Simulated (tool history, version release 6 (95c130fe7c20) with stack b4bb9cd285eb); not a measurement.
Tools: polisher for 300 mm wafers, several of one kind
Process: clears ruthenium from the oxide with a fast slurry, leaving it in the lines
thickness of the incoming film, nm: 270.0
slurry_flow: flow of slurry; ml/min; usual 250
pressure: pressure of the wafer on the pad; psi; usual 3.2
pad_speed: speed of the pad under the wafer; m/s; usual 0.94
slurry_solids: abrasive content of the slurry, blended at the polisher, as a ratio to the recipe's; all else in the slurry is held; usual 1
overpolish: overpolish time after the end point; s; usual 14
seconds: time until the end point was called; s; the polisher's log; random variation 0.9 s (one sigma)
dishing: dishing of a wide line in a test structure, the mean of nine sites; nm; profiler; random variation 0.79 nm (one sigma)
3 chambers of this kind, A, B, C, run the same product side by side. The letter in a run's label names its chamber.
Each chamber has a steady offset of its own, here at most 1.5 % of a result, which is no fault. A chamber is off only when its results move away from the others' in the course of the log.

run,day,slurry_flow,pressure,pad_speed,slurry_solids,overpolish,seconds,dishing
1A,0.329,250,3.2,0.94,1,14,67.33,43.792
2B,0.558,250,3.2,0.94,1,14,66.022,43.037
# day 0.704: chamber C: slurry blender recalibrated
3C,0.842,250,3.2,0.94,1,14,67.611,45.75
4A,1.204,250,3.2,0.94,1,14,66.674,43.654
# day 1.438: chamber A: worn pad replaced by a new one
5B,1.479,250,3.2,0.94,1,14,67.835,44.562
6C,1.725,250,3.2,0.94,1,14,69.574,45.187
7C,2.062,250,3.2,0.94,1,14,66.751,44.477
# day 2.104: chamber A: slurry nozzle cleaned
# day 2.217: chamber C: worn pad replaced by a new one
8B,2.283,250,3.2,0.94,1,14,68.948,44.095
9A,2.65,250,3.2,0.94,1,14,64.673,43.862
10C,2.921,250,3.2,0.94,1,14,67.649,44.164
# day 2.929: chamber B: worn pad replaced by a new one
11A,3.329,250,3.7,0.94,1.3,14,52.905,53.713
# day 3.454: chamber B: head pressure recalibrated
12B,3.542,250,3.7,0.94,1.3,14,51.889,55.184
13A,3.833,250,3.7,0.94,1.3,14,51.364,54.815
14B,4.142,250,3.2,0.94,1,14,67.21,44.744
# day 4.425: chamber B: slurry nozzle cleaned
15C,4.5,250,3.2,0.94,1,14,66.748,44.07
# day 4.562: chamber C: worn pad replaced by a new one
16B,4.788,250,3.2,0.94,1,14,66.222,44.26
17C,5.046,250,3.2,0.94,1,14,67.625,43.864
# day 5.229: chamber A: worn pad replaced by a new one
18A,5.379,250,3.2,0.94,1,14,68.588,44.104
19C,5.812,250,3.2,0.94,1,14,67.697,44.461
# day 5.925: chamber B: worn pad replaced by a new one
20B,6.096,250,3.2,0.94,1,14,66.057,43.64
21A,6.529,250,3.2,0.94,1,14,70.987,41.831
# day 6.842: chamber C: head pressure recalibrated
22C,6.908,250,3.2,0.94,1,14,67.35,44.03
# day 7.158: chamber C: worn pad replaced by a new one
23A,7.208,250,3.2,0.94,1,14,71.148,40.888
24B,7.454,250,3.2,0.94,1,14,67.109,44.597
25A,7.654,250,3.2,0.94,1,14,70.294,41.88
26C,7.992,250,3.2,0.94,1,14,69.544,44.137
27B,8.354,250,3.2,0.94,1,14,66.561,43.762
28A,8.579,250,3.2,0.94,1,14,72.458,41.494
29C,8.775,250,3.2,0.94,1,14,67.094,43.242
# day 8.992: chamber B: worn pad replaced by a new one
30B,9.046,250,3.2,0.94,1,14,68.101,42.697
31B,9.275,250,3.2,0.94,1,14,66.326,43.102
# day 9.283: chamber B: slurry blender recalibrated
32A,9.533,250,3.2,0.94,1,14,73.983,40.976
33C,9.804,250,3.2,1.1,1,21,56.579,68.551
# day 9.896: chamber A: worn pad replaced by a new one
# day 9.979: chamber C: worn pad replaced by a new one
34A,10.042,250,3.2,1.1,1,21,62.028,64.069
35B,10.346,250,3.2,1.1,1,21,58.342,69.187
36C,10.625,250,3.2,0.94,1,14,67.91,44.03
37C,10.829,250,3.2,0.94,1,14,68.345,43.942
38A,11.196,250,3.9,0.94,1,14,61.787,46.314
39B,11.517,250,3.9,0.94,1,14,54.871,52.595
40A,11.758,250,3.9,0.94,1,14,62.774,44.259
# day 11.988: chamber B: worn pad replaced by a new one
41B,11.992,250,3.2,0.72,1,14,88.558,35.552
42C,12.421,250,3.2,0.72,1,14,88.548,34.432
43B,12.646,250,3.2,0.72,1,14,87.316,36.276

All 3 chambers run these settings next. Forecast each chamber's results:
44A,12.958,250,3.2,0.94,1,14,?,?
44B,12.958,250,3.2,0.94,1,14,?,?
44C,12.958,250,3.2,0.94,1,14,?,?

run,seconds,dishing
44A,80.887,38.054
44B,67.474,46.063
44C,67.115,43.208

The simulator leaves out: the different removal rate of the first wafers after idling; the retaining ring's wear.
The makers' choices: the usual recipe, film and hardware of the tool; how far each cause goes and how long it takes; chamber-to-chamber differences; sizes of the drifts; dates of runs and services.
